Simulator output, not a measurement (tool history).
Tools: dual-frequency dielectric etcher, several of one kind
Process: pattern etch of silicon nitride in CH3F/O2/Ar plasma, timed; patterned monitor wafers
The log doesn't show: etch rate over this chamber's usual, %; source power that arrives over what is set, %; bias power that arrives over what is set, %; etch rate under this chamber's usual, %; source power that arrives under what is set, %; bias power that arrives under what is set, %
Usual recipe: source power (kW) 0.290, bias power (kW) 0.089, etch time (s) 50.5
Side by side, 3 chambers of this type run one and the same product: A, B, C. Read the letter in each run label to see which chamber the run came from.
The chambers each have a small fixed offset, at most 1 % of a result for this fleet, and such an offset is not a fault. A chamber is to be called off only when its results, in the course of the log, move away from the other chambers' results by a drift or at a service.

| run | day | source power (kW) | bias power (kW) | etch time (s) | hours since the last wet clean | hours since the last source power generator calibration | hours since the last bias power generator calibration | read-back reference wafer on the same gauge, depth_nm | mean etch depth across the wafer (angstrom) |
|---|---|---|---|---|---|---|---|---|---|
| 1B | 0.188 | 0.290 | 0.089 | 50.5 | 546.5 | 2987.8 | 474.0 | 39.054 | 336.30 |
| 2A | 0.342 | 0.290 | 0.089 | 50.5 | 110.6 | 1187.7 | 1989.6 | 39.074 | 337.09 |
| 3C | 0.496 | 0.290 | 0.089 | 50.5 | 349.2 | 185.1 | 2595.3 | 39.090 | 339.45 |
| 4B | 0.717 | 0.290 | 0.089 | 50.5 | 559.2 | 3000.5 | 486.7 | 39.099 | 336.49 |
| 5C | 0.917 | 0.290 | 0.089 | 50.5 | 359.3 | 195.2 | 2605.4 | 39.085 | 339.64 |
| 6A | 1.075 | 0.290 | 0.089 | 50.5 | 128.2 | 1205.3 | 2007.2 | 39.131 | 336.40 |
| 7C | 1.188 | 0.290 | 0.089 | 50.5 | 365.8 | 201.7 | 2611.9 | 39.114 | 338.42 |
| 8B | 1.338 | 0.290 | 0.089 | 50.5 | 574.1 | 3015.4 | 501.6 | 39.096 | 338.31 |
| 9A | 1.562 | 0.290 | 0.089 | 50.5 | 139.9 | 1217.0 | 2018.9 | 39.103 | 335.80 |
| 10C | 1.708 | 0.290 | 0.097 | 50.5 | 378.3 | 214.2 | 2624.4 | 39.090 | 351.47 |
| 11B | 1.825 | 0.290 | 0.097 | 50.5 | 585.8 | 3027.1 | 513.3 | 39.136 | 347.91 |
| 12A | 1.979 | 0.290 | 0.097 | 50.5 | 149.9 | 1227.0 | 2028.9 | 39.077 | 349.51 |
| 13B | 2.196 | 0.290 | 0.089 | 50.5 | 594.7 | 3036.0 | 522.2 | 39.118 | 336.87 |
| 14C | 2.362 | 0.290 | 0.089 | 50.5 | 394.0 | 229.9 | 2640.1 | 39.131 | 340.67 |
| 15A | 2.542 | 0.290 | 0.089 | 50.5 | 163.4 | 1240.5 | 2042.4 | 39.105 | 336.65 |
|  | 2.721 | chamber B: wet clean of the chamber |
| 16B | 2.746 | 0.290 | 0.089 | 50.5 | 0.6 | 3049.2 | 535.4 | 39.083 | 329.12 |
| 17C | 2.933 | 0.290 | 0.089 | 50.5 | 407.7 | 243.6 | 2653.8 | 39.090 | 341.94 |
| 18A | 3.054 | 0.290 | 0.089 | 50.5 | 175.7 | 1252.8 | 2054.7 | 39.125 | 336.22 |
| 19C | 3.212 | 0.320 | 0.089 | 41.5 | 414.4 | 250.3 | 2660.5 | 39.131 | 290.28 |
| 20A | 3.321 | 0.320 | 0.089 | 41.5 | 182.1 | 1259.2 | 2061.1 | 39.100 | 287.63 |
| 21B | 3.483 | 0.320 | 0.089 | 41.5 | 18.3 | 3066.9 | 553.1 | 39.100 | 279.80 |
| 22A | 3.608 | 0.290 | 0.089 | 50.5 | 189.0 | 1266.1 | 2068.0 | 39.107 | 338.16 |
| 23C | 3.788 | 0.290 | 0.089 | 50.5 | 428.2 | 264.1 | 2674.3 | 39.085 | 338.93 |
| 24B | 3.962 | 0.290 | 0.089 | 50.5 | 29.8 | 3078.4 | 564.6 | 39.087 | 329.45 |
| 25B | 4.129 | 0.230 | 0.080 | 50.5 | 33.8 | 3082.4 | 568.6 | 39.088 | 290.21 |
| 26C | 4.242 | 0.230 | 0.080 | 50.5 | 439.1 | 275.0 | 2685.2 | 39.088 | 299.69 |
| 27A | 4.392 | 0.230 | 0.080 | 50.5 | 207.8 | 1284.9 | 2086.8 | 39.109 | 297.35 |
| 28B | 4.542 | 0.290 | 0.089 | 50.5 | 43.7 | 3092.3 | 578.5 | 39.087 | 328.66 |
| 29C | 4.662 | 0.290 | 0.089 | 50.5 | 449.2 | 285.1 | 2695.3 | 39.118 | 340.11 |
| 30A | 4.838 | 0.290 | 0.089 | 50.5 | 218.5 | 1295.6 | 2097.5 | 39.125 | 334.98 |
| 31A | 5.046 | 0.290 | 0.089 | 50.5 | 223.5 | 1300.6 | 2102.5 | 39.109 | 336.52 |
| 32B | 5.217 | 0.290 | 0.089 | 50.5 | 59.9 | 3108.5 | 594.7 | 39.089 | 327.07 |

Which is it: a chamber that has drifted or been left off by a service, a gauge drift common to all chambers, or only each chamber's usual small offset? If a chamber is off, name it and its likeliest cause.

The work done on chamber B during a service left it standing apart from the others.
Likeliest cause: etch rate under this chamber's usual, % = 2.53.

Chamber B could run next with any of the 4 candidate recipes listed below; each alters the usual settings, and their results appear as question marks. Which one brings its results back in line with what the other chambers deliver on the usual settings?
To be in line, a result may differ from the other chambers' mean on the usual settings by at most: mean etch depth across the wafer (angstrom) 4.00
| 33B-1 | 5.379 | 0.290 | 0.088 | 49.0 |  |  |  |  | ? |
| 33B-2 | 5.379 | 0.290 | 0.090 | 52.0 |  |  |  |  | ? |
| 33B-3 | 5.379 | 0.340 | 0.089 | 50.5 |  |  |  |  | ? |
| 33B-4 | 5.379 | 0.290 | 0.089 | 47.5 |  |  |  |  | ? |

On the usual settings, the other chambers give on average: mean etch depth across the wafer (angstrom) 338.60
| run | mean etch depth across the wafer (angstrom) |
|---|---|
| 33B-1 | 317.52 |
| 33B-2 | 339.70 |
| 33B-3 | 348.51 |
| 33B-4 | 309.05 |
The answer is 33B-2, which returns the chamber to within the allowed miss of the others.

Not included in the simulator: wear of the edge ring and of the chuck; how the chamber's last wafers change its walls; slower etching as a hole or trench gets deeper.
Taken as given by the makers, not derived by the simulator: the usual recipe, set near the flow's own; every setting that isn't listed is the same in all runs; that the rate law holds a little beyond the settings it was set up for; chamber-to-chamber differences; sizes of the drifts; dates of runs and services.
